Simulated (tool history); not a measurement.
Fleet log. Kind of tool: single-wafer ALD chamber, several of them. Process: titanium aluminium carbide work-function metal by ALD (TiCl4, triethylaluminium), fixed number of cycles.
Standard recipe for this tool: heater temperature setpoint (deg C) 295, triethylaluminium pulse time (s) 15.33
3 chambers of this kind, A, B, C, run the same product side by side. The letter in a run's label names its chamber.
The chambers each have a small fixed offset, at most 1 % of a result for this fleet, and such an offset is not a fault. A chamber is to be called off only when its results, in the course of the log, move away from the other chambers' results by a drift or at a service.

run     day  heater temperature setpoint (deg C)  triethylaluminium pulse time (s)  read-back reference wafer on the same gauge, thickness_nm  mean film thickness on the monitor wafer (angstrom)
 1A   0.542                                  295                             15.33                                                     1.7397                                               20.198
 2C   0.867                                  295                             15.33                                                     1.7396                                               20.126
 3B   1.429                                  295                             15.33                                                     1.7387                                               19.944
 4B   1.817                                  295                             15.33                                                     1.7391                                               19.926
 5A   2.267                                  288                             12.23                                                     1.7385                                               19.409
 6C   2.667                                  288                             12.23                                                     1.7378                                               19.251
 7A   2.938                                  288                             12.23                                                     1.7384                                               19.404
 8C   3.371                                  295                             15.33                                                     1.7380                                               20.069
 9B   3.988                                  295                             15.33                                                     1.7379                                               19.874
10A   4.362                                  295                             15.33                                                     1.7373                                               20.231
11C   4.771                                  295                             15.33                                                     1.7366                                               20.052
12B   5.233                                  295                             15.33                                                     1.7365                                               19.873
13A   5.638                                  295                             15.33                                                     1.7365                                               20.222
14B   5.950                                  295                             15.33                                                     1.7357                                               19.860
15C   6.542                                  295                             15.33                                                     1.7365                                               20.068
16A   6.921                                  295                             15.33                                                     1.7351                                               20.165
17B   7.304                                  295                             15.33                                                     1.7353                                               19.859
      7.658  -- chamber C: thermocouple changed; heater temperature recalibrated
18C   7.796                                  295                             15.33                                                     1.7348                                               20.033
19C   8.246                                  295                             15.33                                                     1.7351                                               20.044
20A   8.742                                  295                             15.33                                                     1.7344                                               20.180
21B   9.242                                  295                             15.33                                                     1.7340                                               19.833
22B   9.700                                  295                             18.81                                                     1.7336                                               19.952
23A  10.000                                  295                             18.81                                                     1.7333                                               20.218
     10.262  -- chamber B: thermocouple changed; heater temperature recalibrated
24C  10.446                                  295                             18.81                                                     1.7330                                               20.123
25C  10.788                                  295                             15.33                                                     1.7336                                               19.987
26A  11.400                                  295                             15.33                                                     1.7326                                               20.158
27B  11.792                                  295                             15.33                                                     1.7323                                               19.815
28C  12.071                                  295                             15.33                                                     1.7321                                               20.042
29A  12.654                                  295                             15.33                                                     1.7322                                               20.126
30B  13.108                                  295                             15.33                                                     1.7314                                               19.818

Decide between three cases: one chamber stands off from its peers, the gauge reading all wafers drifts, or nothing is wrong past each chamber's small offset. Where a chamber is off, say which and what most likely put it there.

Gauge drift. The chambers move together only on paper, and none stands off.
Most likely cause: gauge reads low (%) = 0.5.

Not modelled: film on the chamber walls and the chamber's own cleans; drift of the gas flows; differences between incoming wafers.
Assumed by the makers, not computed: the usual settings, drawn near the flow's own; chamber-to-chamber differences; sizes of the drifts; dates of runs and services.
